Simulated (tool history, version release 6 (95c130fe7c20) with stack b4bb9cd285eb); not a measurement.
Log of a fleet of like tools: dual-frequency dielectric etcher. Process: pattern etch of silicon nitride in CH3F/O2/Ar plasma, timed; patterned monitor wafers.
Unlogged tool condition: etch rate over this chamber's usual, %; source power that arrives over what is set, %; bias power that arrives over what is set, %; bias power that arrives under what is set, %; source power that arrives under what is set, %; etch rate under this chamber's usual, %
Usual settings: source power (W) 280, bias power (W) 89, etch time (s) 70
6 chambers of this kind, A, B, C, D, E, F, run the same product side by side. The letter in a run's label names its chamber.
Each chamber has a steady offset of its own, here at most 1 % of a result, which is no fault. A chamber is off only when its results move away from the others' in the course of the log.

run	hour	source power (W)	bias power (W)	etch time (s)	hours since the last wet clean	hours since the last source power generator calibration	hours since the last bias power generator calibration	read-back reference wafer on the same gauge, depth_nm	mean etch depth across the wafer (nm)
1C	3.2	280	89	70	201.2	2027.1	2582.2	47.594	45.993
2B	8.7	280	89	70	46	881.7	3498.1	47.614	45.832
3D	14.9	280	89	70	568.9	1553.8	1015	47.617	45.804
4E	19.8	280	89	70	387.7	569.2	2532.8	47.613	46.135
5F	25.9	260	89	52.5	27.3	2414.8	1129.1	47.617	33.869
# hour 29.8: chamber D: wet clean of the chamber
6A	31.8	260	89	52.5	502.7	2704.8	2401	47.649	33.694
7B	36.1	260	89	52.5	73.4	909.1	3525.5	47.646	33.558
8E	39.4	260	89	52.5	407.3	588.8	2552.4	47.644	33.656
9D	45.1	260	89	52.5	15.4	1584	1045.2	47.66	33.573
# hour 47.2: chamber E: wet clean of the chamber
10C	49.5	260	89	52.5	247.5	2073.4	2628.5	47.662	33.667
11A	53.4	280	89	70	524.3	2726.4	2422.6	47.681	46.157
12F	56.7	280	89	70	58.1	2445.6	1159.9	47.673	46.248
13F	60.6	250	89	50	62	2449.5	1163.8	47.672	31.772
14D	64.8	250	89	50	35.1	1603.7	1064.9	47.686	31.461
# hour 65.2: chamber A: wet clean of the chamber
15C	69.4	250	89	50	267.4	2093.3	2648.4	47.679	31.59
16B	73.9	250	89	50	111.2	946.9	3563.3	47.703	31.483
17A	79.3	250	89	50	14.1	2752.3	2448.5	47.692	31.686
18E	84.6	250	89	50	37.4	634	2597.6	47.711	31.607
19C	88.6	280	89	70	286.6	2112.5	2667.6	47.705	46.107
20E	95.7	280	89	70	48.5	645.1	2608.7	47.749	46.226
21A	102.9	280	89	70	37.7	2775.9	2472.1	47.735	46.227
22B	108.3	280	89	70	145.6	981.3	3597.7	47.733	45.93
23D	112.7	280	89	81	83	1651.6	1112.8	47.753	53.222
24F	115.8	280	89	81	117.2	2504.7	1219	47.754	53.588
25E	120.1	280	89	81	72.9	669.5	2633.1	47.764	53.566
26F	123.8	280	89	81	125.2	2512.7	1227	47.759	53.664
27C	128.4	280	89	81	326.4	2152.3	2707.4	47.771	53.253
28B	131.8	280	89	81	169.1	1004.8	3621.2	47.777	53.277
29D	139	280	107	90	109.3	1677.9	1139.1	47.786	63.322
30A	143.4	280	107	90	78.2	2816.4	2512.6	47.788	63.808
31D	150.5	280	107	90	120.8	1689.4	1150.6	47.783	63.504
# hour 155.8: chamber F: source power generator calibrated
32B	156.2	280	107	90	193.5	1029.2	3645.6	47.805	63.367
33E	162.6	280	107	90	115.4	712	2675.6	47.83	63.712
34F	168	280	107	90	169.4	12.2	1271.2	47.815	63.798
35C	172.1	280	89	70	370.1	2196	2751.1	47.829	46.201
36A	175.5	280	89	70	110.3	2848.5	2544.7	47.826	46.321
37F	179	280	89	70	180.4	23.2	1282.2	47.845	46.392
38C	183.7	280	103	70	381.7	2207.6	2762.7	47.846	48.594
39B	189.7	280	103	70	227	1062.7	3679.1	47.857	48.681

Does one chamber stand apart from the rest, does the shared gauge drift, or is all well apart from small per-chamber offsets? Give the chamber and the most likely cause, where there is one.

Gauge drift. The chambers move together only on paper, and none stands off.
Most likely cause: gauge reads high (%) = 0.544.
